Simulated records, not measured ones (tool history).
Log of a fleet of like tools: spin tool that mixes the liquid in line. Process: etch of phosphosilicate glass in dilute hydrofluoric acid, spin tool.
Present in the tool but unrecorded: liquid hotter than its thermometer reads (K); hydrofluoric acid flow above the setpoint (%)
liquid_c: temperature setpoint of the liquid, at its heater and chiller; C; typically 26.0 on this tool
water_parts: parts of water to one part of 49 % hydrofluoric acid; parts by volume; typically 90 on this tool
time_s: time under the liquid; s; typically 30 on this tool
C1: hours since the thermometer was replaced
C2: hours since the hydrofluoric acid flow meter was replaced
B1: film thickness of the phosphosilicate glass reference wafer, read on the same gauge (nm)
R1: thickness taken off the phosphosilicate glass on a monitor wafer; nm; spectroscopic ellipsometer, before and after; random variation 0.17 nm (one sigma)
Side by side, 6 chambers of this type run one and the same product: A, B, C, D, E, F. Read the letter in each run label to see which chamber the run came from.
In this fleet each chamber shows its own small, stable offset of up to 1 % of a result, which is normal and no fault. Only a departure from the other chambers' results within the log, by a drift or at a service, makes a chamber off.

{"run": "1C", "hour": 10.9, "liquid_c": 26.0, "water_parts": 90, "time_s": 30, "C1": 374.2, "C2": 293.9, "B1": 60.001, "R1": 27.195}
{"run": "2F", "hour": 17.8, "liquid_c": 26.0, "water_parts": 90, "time_s": 30, "C1": 512.9, "C2": 209.9, "B1": 59.979, "R1": 27.419}
{"run": "3D", "hour": 24.0, "liquid_c": 26.0, "water_parts": 90, "time_s": 30, "C1": 894.2, "C2": 981.7, "B1": 60.011, "R1": 26.894}
{"run": "4B", "hour": 32.1, "liquid_c": 26.0, "water_parts": 90, "time_s": 30, "C1": 921.2, "C2": 141.8, "B1": 60.014, "R1": 27.521}
{"run": "5A", "hour": 43.2, "liquid_c": 26.0, "water_parts": 90, "time_s": 30, "C1": 996.5, "C2": 577.3, "B1": 59.969, "R1": 26.88}
{"run": "6E", "hour": 49.3, "liquid_c": 23.5, "water_parts": 90, "time_s": 30, "C1": 1225.0, "C2": 1386.2, "B1": 59.993, "R1": 24.859}
{"run": "7B", "hour": 55.5, "liquid_c": 23.5, "water_parts": 90, "time_s": 30, "C1": 944.6, "C2": 165.2, "B1": 59.986, "R1": 24.636}
{"run": "8F", "hour": 62.1, "liquid_c": 23.5, "water_parts": 90, "time_s": 30, "C1": 557.2, "C2": 254.2, "B1": 60.005, "R1": 24.778}
{"run": "9E", "hour": 68.8, "liquid_c": 23.5, "water_parts": 90, "time_s": 30, "C1": 1244.5, "C2": 1405.7, "B1": 59.975, "R1": 24.768}
{"run": "10D", "hour": 78.8, "liquid_c": 23.5, "water_parts": 90, "time_s": 30, "C1": 949.0, "C2": 1036.5, "B1": 59.98, "R1": 24.491}
{"run": "11C", "hour": 83.9, "liquid_c": 23.5, "water_parts": 90, "time_s": 30, "C1": 447.2, "C2": 366.9, "B1": 60.011, "R1": 24.556}
{"run": "12A", "hour": 95.2, "liquid_c": 26.0, "water_parts": 90, "time_s": 30, "C1": 1048.5, "C2": 629.3, "B1": 60.01, "R1": 26.936}
{"run": "13F", "hour": 103.1, "liquid_c": 26.0, "water_parts": 90, "time_s": 30, "C1": 598.2, "C2": 295.2, "B1": 59.995, "R1": 27.281}
{"run": "14D", "hour": 110.4, "liquid_c": 26.0, "water_parts": 90, "time_s": 30, "C1": 980.6, "C2": 1068.1, "B1": 59.999, "R1": 27.157}
{"run": "15C", "hour": 121.6, "liquid_c": 26.0, "water_parts": 90, "time_s": 30, "C1": 484.9, "C2": 404.6, "B1": 60.004, "R1": 27.496}
{"run": "16B", "hour": 128.7, "liquid_c": 28.0, "water_parts": 90, "time_s": 30, "C1": 1017.8, "C2": 238.4, "B1": 60.001, "R1": 29.76}
{"run": "17E", "hour": 136.5, "liquid_c": 28.0, "water_parts": 90, "time_s": 30, "C1": 1312.2, "C2": 1473.4, "B1": 59.982, "R1": 29.93}
{"run": "18A", "hour": 141.7, "liquid_c": 28.0, "water_parts": 90, "time_s": 30, "C1": 1095.0, "C2": 675.8, "B1": 59.983, "R1": 29.295}
{"run": "19E", "hour": 147.5, "liquid_c": 28.0, "water_parts": 90, "time_s": 30, "C1": 1323.2, "C2": 1484.4, "B1": 60.013, "R1": 29.79}
{"run": "20A", "hour": 154.4, "liquid_c": 28.0, "water_parts": 90, "time_s": 30, "C1": 1107.7, "C2": 688.5, "B1": 59.995, "R1": 29.269}
{"run": "21D", "hour": 160.7, "liquid_c": 28.0, "water_parts": 90, "time_s": 30, "C1": 1030.9, "C2": 1118.4, "B1": 59.997, "R1": 29.364}
{"run": "22B", "hour": 166.1, "liquid_c": 26.0, "water_parts": 90, "time_s": 30, "C1": 1055.2, "C2": 275.8, "B1": 60.0, "R1": 27.775}
{"run": "23C", "hour": 172.8, "liquid_c": 26.0, "water_parts": 90, "time_s": 30, "C1": 536.1, "C2": 455.8, "B1": 60.021, "R1": 27.179}
{"run": "24F", "hour": 179.6, "liquid_c": 26.0, "water_parts": 90, "time_s": 30, "C1": 674.7, "C2": 371.7, "B1": 60.008, "R1": 27.243}
{"run": "25F", "hour": 189.0, "liquid_c": 26.0, "water_parts": 90, "time_s": 30, "C1": 684.1, "C2": 381.1, "B1": 59.997, "R1": 27.323}
{"run": "26C", "hour": 199.1, "liquid_c": 30.0, "water_parts": 90, "time_s": 30, "C1": 562.4, "C2": 482.1, "B1": 59.987, "R1": 32.256}
{"run": "27E", "hour": 208.5, "liquid_c": 30.0, "water_parts": 90, "time_s": 30, "C1": 1384.2, "C2": 1545.4, "B1": 59.991, "R1": 31.961}
{"run": "28B", "hour": 218.3, "liquid_c": 30.0, "water_parts": 90, "time_s": 30, "C1": 1107.4, "C2": 328.0, "B1": 60.017, "R1": 32.702}
{"run": "29D", "hour": 228.8, "liquid_c": 30.0, "water_parts": 90, "time_s": 30, "C1": 1099.0, "C2": 1186.5, "B1": 60.021, "R1": 31.842}
{"run": "30A", "hour": 236.6, "liquid_c": 30.0, "water_parts": 90, "time_s": 30, "C1": 1189.9, "C2": 770.7, "B1": 60.002, "R1": 31.308}
{"run": "31B", "hour": 243.6, "liquid_c": 30.0, "water_parts": 90, "time_s": 30, "C1": 1132.7, "C2": 353.3, "B1": 60.003, "R1": 32.989}
{"run": "32E", "hour": 248.5, "liquid_c": 28.0, "water_parts": 90, "time_s": 20, "C1": 1424.2, "C2": 1585.4, "B1": 60.002, "R1": 19.933}
{"run": "33A", "hour": 259.1, "liquid_c": 28.0, "water_parts": 90, "time_s": 20, "C1": 1212.4, "C2": 793.2, "B1": 60.017, "R1": 19.553}
{"hour": 260.5, "done": "chamber E: thermometer replaced"}
{"hour": 263.2, "done": "chamber A: hydrofluoric acid flow meter replaced"}
{"run": "34D", "hour": 269.4, "liquid_c": 28.0, "water_parts": 90, "time_s": 20, "C1": 1139.6, "C2": 1227.1, "B1": 60.019, "R1": 19.358}
{"run": "35F", "hour": 277.2, "liquid_c": 28.0, "water_parts": 90, "time_s": 20, "C1": 772.3, "C2": 469.3, "B1": 60.007, "R1": 19.858}
{"run": "36C", "hour": 285.3, "liquid_c": 28.0, "water_parts": 90, "time_s": 20, "C1": 648.6, "C2": 568.3, "B1": 59.998, "R1": 19.526}
{"run": "37D", "hour": 294.2, "liquid_c": 28.0, "water_parts": 90, "time_s": 20, "C1": 1164.4, "C2": 1251.9, "B1": 59.996, "R1": 19.548}
{"run": "38B", "hour": 304.3, "liquid_c": 26.0, "water_parts": 90, "time_s": 30, "C1": 1193.4, "C2": 414.0, "B1": 59.997, "R1": 28.558}
{"run": "39C", "hour": 312.5, "liquid_c": 26.0, "water_parts": 90, "time_s": 30, "C1": 675.8, "C2": 595.5, "B1": 59.988, "R1": 27.38}
{"run": "40A", "hour": 317.4, "liquid_c": 26.0, "water_parts": 90, "time_s": 30, "C1": 1270.7, "C2": 54.3, "B1": 59.999, "R1": 27.096}
{"run": "41F", "hour": 327.2, "liquid_c": 26.0, "water_parts": 90, "time_s": 30, "C1": 822.3, "C2": 519.3, "B1": 59.981, "R1": 27.437}
{"run": "42E", "hour": 337.6, "liquid_c": 26.0, "water_parts": 90, "time_s": 30, "C1": 77.2, "C2": 1674.5, "B1": 60.003, "R1": 27.763}

Is one chamber off against the others, does the gauge drift, or is nothing wrong? If a chamber is off, say which, and what the likeliest cause is.

One chamber, B, drifts off from the rest bit by bit.
Most likely cause: liquid hotter than its thermometer reads (K) = 1.18.
The log might look much the same if the cause were instead: hydrofluoric acid flow above the setpoint (%).

Chamber B could run next with any of the 4 candidate recipes listed below; each alters the usual settings, and their results appear as question marks. Which one brings its results back in line with what the other chambers deliver on the usual settings?
In-line tolerance around the mean of the other chambers on the usual settings: R1 0.600 nm
{"run": "43B-1", "hour": 345.6, "liquid_c": 26.5, "water_parts": 85, "time_s": 30, "R1": "?"}
{"run": "43B-2", "hour": 345.6, "liquid_c": 27.0, "water_parts": 90, "time_s": 30, "R1": "?"}
{"run": "43B-3", "hour": 345.6, "liquid_c": 25.0, "water_parts": 90, "time_s": 30, "R1": "?"}
{"run": "43B-4", "hour": 345.6, "liquid_c": 25.5, "water_parts": 95, "time_s": 30, "R1": "?"}

Mean of the other chambers on the usual settings: R1 27.240 nm
run=43B-1 R1=31.040
run=43B-2 R1=29.715
run=43B-3 R1=27.465
run=43B-4 R1=26.385
It is 43B-3 that realigns the chamber with its peers.

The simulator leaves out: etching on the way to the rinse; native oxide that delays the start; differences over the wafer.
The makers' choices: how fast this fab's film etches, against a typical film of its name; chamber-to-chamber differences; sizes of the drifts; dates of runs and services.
